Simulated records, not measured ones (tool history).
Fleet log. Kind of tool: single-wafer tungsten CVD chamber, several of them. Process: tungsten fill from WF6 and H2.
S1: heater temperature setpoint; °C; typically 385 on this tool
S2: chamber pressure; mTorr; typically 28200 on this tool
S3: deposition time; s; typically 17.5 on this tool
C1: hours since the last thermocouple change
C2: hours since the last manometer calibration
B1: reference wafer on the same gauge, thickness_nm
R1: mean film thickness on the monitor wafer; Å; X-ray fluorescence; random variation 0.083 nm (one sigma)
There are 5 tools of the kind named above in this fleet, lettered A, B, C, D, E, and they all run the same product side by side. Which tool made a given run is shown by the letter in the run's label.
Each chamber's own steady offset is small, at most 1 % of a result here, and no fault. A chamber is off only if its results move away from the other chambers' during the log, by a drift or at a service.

| run | hour | S1 | S2 | S3 | C1 | C2 | B1 | R1 |
|---|---|---|---|---|---|---|---|---|
| 1A | 4.4 | 385 | 28200 | 17.5 | 2230.7 | 1750.9 | 39.710 | 366.54 |
| 2E | 8.6 | 385 | 28200 | 17.5 | 329.9 | 417.5 | 39.692 | 368.93 |
| 3B | 13.4 | 385 | 28200 | 17.5 | 235.0 | 1053.3 | 39.686 | 367.23 |
| 4C | 19.7 | 385 | 28200 | 17.5 | 2037.9 | 1055.0 | 39.694 | 371.09 |
| 5D | 28.7 | 385 | 28200 | 17.5 | 216.6 | 540.5 | 39.715 | 367.59 |
| 6C | 36.4 | 385 | 28200 | 17.5 | 2054.6 | 1071.7 | 39.723 | 371.67 |
| 7A | 41.2 | 385 | 28200 | 17.5 | 2267.5 | 1787.7 | 39.686 | 366.69 |
| 8E | 46.3 | 385 | 28200 | 17.5 | 367.6 | 455.2 | 39.723 | 369.64 |
| 9D | 54.0 | 385 | 28200 | 17.5 | 241.9 | 565.8 | 39.714 | 368.84 |
| 10B | 59.8 | 385 | 28200 | 17.5 | 281.4 | 1099.7 | 39.710 | 366.87 |
| 11C | 68.2 | 385 | 28200 | 17.5 | 2086.4 | 1103.5 | 39.688 | 372.18 |
| 12A | 73.2 | 385 | 28200 | 17.5 | 2299.5 | 1819.7 | 39.694 | 367.95 |
| 13B | 77.5 | 385 | 28200 | 17.5 | 299.1 | 1117.4 | 39.698 | 366.66 |
| 14D | 81.8 | 380 | 28200 | 17.5 | 269.7 | 593.6 | 39.689 | 335.55 |
| 15E | 87.0 | 380 | 28200 | 17.5 | 408.3 | 495.9 | 39.691 | 333.31 |
| 16D | 93.5 | 380 | 28200 | 17.5 | 281.4 | 605.3 | 39.695 | 334.54 |
| 17C | 99.8 | 380 | 28200 | 17.5 | 2118.0 | 1135.1 | 39.684 | 335.89 |
| 18E | 107.5 | 380 | 28200 | 17.5 | 428.8 | 516.4 | 39.696 | 334.45 |
| 19A | 115.4 | 385 | 28200 | 17.5 | 2341.7 | 1861.9 | 39.695 | 367.43 |
| 20B | 119.3 | 385 | 28200 | 17.5 | 340.9 | 1159.2 | 39.697 | 366.48 |
| 21A | 125.6 | 385 | 28200 | 17.5 | 2351.9 | 1872.1 | 39.719 | 366.13 |
| 22D | 132.3 | 385 | 28200 | 17.5 | 320.2 | 644.1 | 39.684 | 373.36 |
| 23C | 137.9 | 385 | 23600 | 17.5 | 2156.1 | 1173.2 | 39.699 | 341.42 |
|  | 141.5 | chamber C: capacitance manometer re-zeroed and calibrated |
| 24E | 143.6 | 385 | 23600 | 17.5 | 464.9 | 552.5 | 39.695 | 338.84 |
| 25B | 148.2 | 385 | 23600 | 17.5 | 369.8 | 1188.1 | 39.720 | 337.37 |
| 26D | 155.1 | 385 | 23600 | 17.5 | 343.0 | 666.9 | 39.699 | 343.48 |
| 27B | 162.4 | 385 | 23600 | 17.5 | 384.0 | 1202.3 | 39.697 | 337.81 |
| 28C | 167.3 | 385 | 28200 | 17.5 | 2185.5 | 25.9 | 39.701 | 371.88 |
| 29A | 174.5 | 385 | 28200 | 17.5 | 2400.8 | 1921.0 | 39.699 | 367.15 |
| 30E | 180.3 | 385 | 28200 | 17.5 | 501.6 | 589.2 | 39.707 | 367.48 |
|  | 184.4 | chamber A: thermocouple changed; heater temperature recalibrated |
| 31A | 188.5 | 385 | 28200 | 17.5 | 4.1 | 1935.0 | 39.711 | 367.04 |
| 32C | 196.3 | 385 | 28200 | 17.5 | 2214.5 | 54.9 | 39.677 | 372.35 |
| 33D | 201.1 | 385 | 28200 | 17.5 | 389.0 | 712.9 | 39.710 | 376.56 |
| 34E | 209.8 | 385 | 28200 | 17.5 | 531.1 | 618.7 | 39.691 | 368.62 |
| 35B | 217.1 | 385 | 28200 | 17.5 | 438.7 | 1257.0 | 39.710 | 367.60 |
| 36E | 225.7 | 385 | 28200 | 17.5 | 547.0 | 634.6 | 39.706 | 367.23 |
| 37C | 232.9 | 385 | 28200 | 17.5 | 2251.1 | 91.5 | 39.705 | 372.44 |
| 38A | 237.6 | 385 | 25400 | 15.9 | 53.2 | 1984.1 | 39.696 | 316.40 |
| 39B | 243.7 | 385 | 25400 | 15.9 | 465.3 | 1283.6 | 39.709 | 317.87 |
| 40D | 249.9 | 385 | 25400 | 15.9 | 437.8 | 761.7 | 39.702 | 326.93 |
| 41A | 254.9 | 385 | 25400 | 15.9 | 70.5 | 2001.4 | 39.699 | 316.13 |
| 42B | 262.3 | 385 | 25400 | 15.9 | 483.9 | 1302.2 | 39.699 | 317.31 |
| 43D | 269.4 | 385 | 28200 | 17.5 | 457.3 | 781.2 | 39.700 | 379.90 |
| 44C | 274.3 | 385 | 28200 | 17.5 | 2292.5 | 132.9 | 39.686 | 373.70 |

All 5 chambers run these settings next. Forecast each chamber's results:
| 45A | 280.7 | 385 | 28200 | 17.5 |  |  |  | ? |
| 45B | 280.7 | 385 | 28200 | 17.5 |  |  |  | ? |
| 45C | 280.7 | 385 | 28200 | 17.5 |  |  |  | ? |
| 45D | 280.7 | 385 | 28200 | 17.5 |  |  |  | ? |
| 45E | 280.7 | 385 | 28200 | 17.5 |  |  |  | ? |

| run | R1 |
|---|---|
| 45A | 365.81 |
| 45B | 365.58 |
| 45C | 371.24 |
| 45D | 381.54 |
| 45E | 368.05 |

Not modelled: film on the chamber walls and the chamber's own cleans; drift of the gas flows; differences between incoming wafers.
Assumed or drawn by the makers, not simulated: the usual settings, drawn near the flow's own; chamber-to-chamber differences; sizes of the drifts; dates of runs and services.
